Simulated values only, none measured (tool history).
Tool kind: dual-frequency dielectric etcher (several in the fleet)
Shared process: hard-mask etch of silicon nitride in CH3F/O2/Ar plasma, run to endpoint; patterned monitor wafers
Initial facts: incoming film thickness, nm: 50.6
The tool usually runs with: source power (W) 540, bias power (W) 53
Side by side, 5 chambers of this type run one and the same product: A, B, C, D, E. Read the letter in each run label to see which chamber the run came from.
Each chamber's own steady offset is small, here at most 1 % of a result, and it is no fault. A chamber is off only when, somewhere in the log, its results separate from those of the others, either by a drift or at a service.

run	day	source power (W)	bias power (W)	hours since the last wet clean	hours since the last source power generator calibration	hours since the last bias power generator calibration	endpoint time (s)
1A	0.125	540	53	105.8	320.7	3612.9	71.545
2D	0.333	540	53	338.8	2653.4	1197.5	71.832
3B	0.529	540	53	289.9	63.6	1588.8	72.201
4E	0.658	540	53	117.6	1030.9	1555.2	72.104
5C	0.800	540	53	380.7	1507.5	2081.4	73.101
6A	1.008	540	53	127.0	341.9	3634.1	71.560
7B	1.192	540	53	305.8	79.5	1604.7	71.740
8E	1.300	540	53	133.0	1046.3	1570.6	72.691
9C	1.471	540	53	396.8	1523.6	2097.5	73.614
10D	1.646	540	53	370.3	2684.9	1229.0	72.118
11C	1.775	540	53	404.1	1530.9	2104.8	73.130
12D	1.883	540	53	376.0	2690.6	1234.7	72.431
13A	1.996	540	53	150.7	365.6	3657.8	71.983
14B	2.150	540	53	328.8	102.5	1627.7	72.423
15E	2.271	540	53	156.3	1069.6	1593.9	72.072
16B	2.471	540	53	336.5	110.2	1635.4	72.294
17E	2.583	540	53	163.8	1077.1	1601.4	72.294
18D	2.704	540	53	395.7	2710.3	1254.4	72.717
19C	2.800	540	53	428.7	1555.5	2129.4	72.697
20A	2.929	540	53	173.1	388.0	3680.2	71.634
21C	3.142	620	64	436.9	1563.7	2137.6	65.050
# day 3.271: chamber C: wet clean of the chamber
22D	3.288	620	64	409.7	2724.3	1268.4	64.917
23A	3.462	620	64	185.9	400.8	3693.0	63.743
24E	3.679	620	64	190.1	1103.4	1627.7	65.016
# day 3.846: chamber E: bias power generator calibrated
25B	3.875	620	64	370.2	143.9	1669.1	63.755
26C	3.988	540	53	17.2	1584.0	2157.9	73.700
27A	4.196	540	53	203.5	418.4	3710.6	72.555
28B	4.412	540	53	383.1	156.8	1682.0	72.768
29D	4.604	540	53	441.3	2755.9	1300.0	72.620
30E	4.796	540	53	216.9	1130.2	22.8	72.867
31E	5.004	540	53	221.9	1135.2	27.8	72.432
32C	5.200	540	53	46.3	1613.1	2187.0	71.798
33D	5.304	540	53	458.1	2772.7	1316.8	72.241
34A	5.404	540	53	232.5	447.4	3739.6	71.096
35B	5.546	540	53	410.3	184.0	1709.2	72.377
36C	5.688	540	53	58.0	1624.8	2198.7	72.625
37D	5.892	540	53	472.2	2786.8	1330.9	72.605
38A	6.046	540	53	247.9	462.8	3755.0	71.604
39E	6.204	630	41	250.7	1164.0	56.6	73.225

Read the log: is a single chamber off, either drifting away or since a service, is the gauge that measures every chamber drifting, or is nothing wrong beyond small per-chamber offsets? Name any odd chamber and what most likely caused it.

All chambers stay in line apart from their small fixed offsets, and the gauge does not drift.
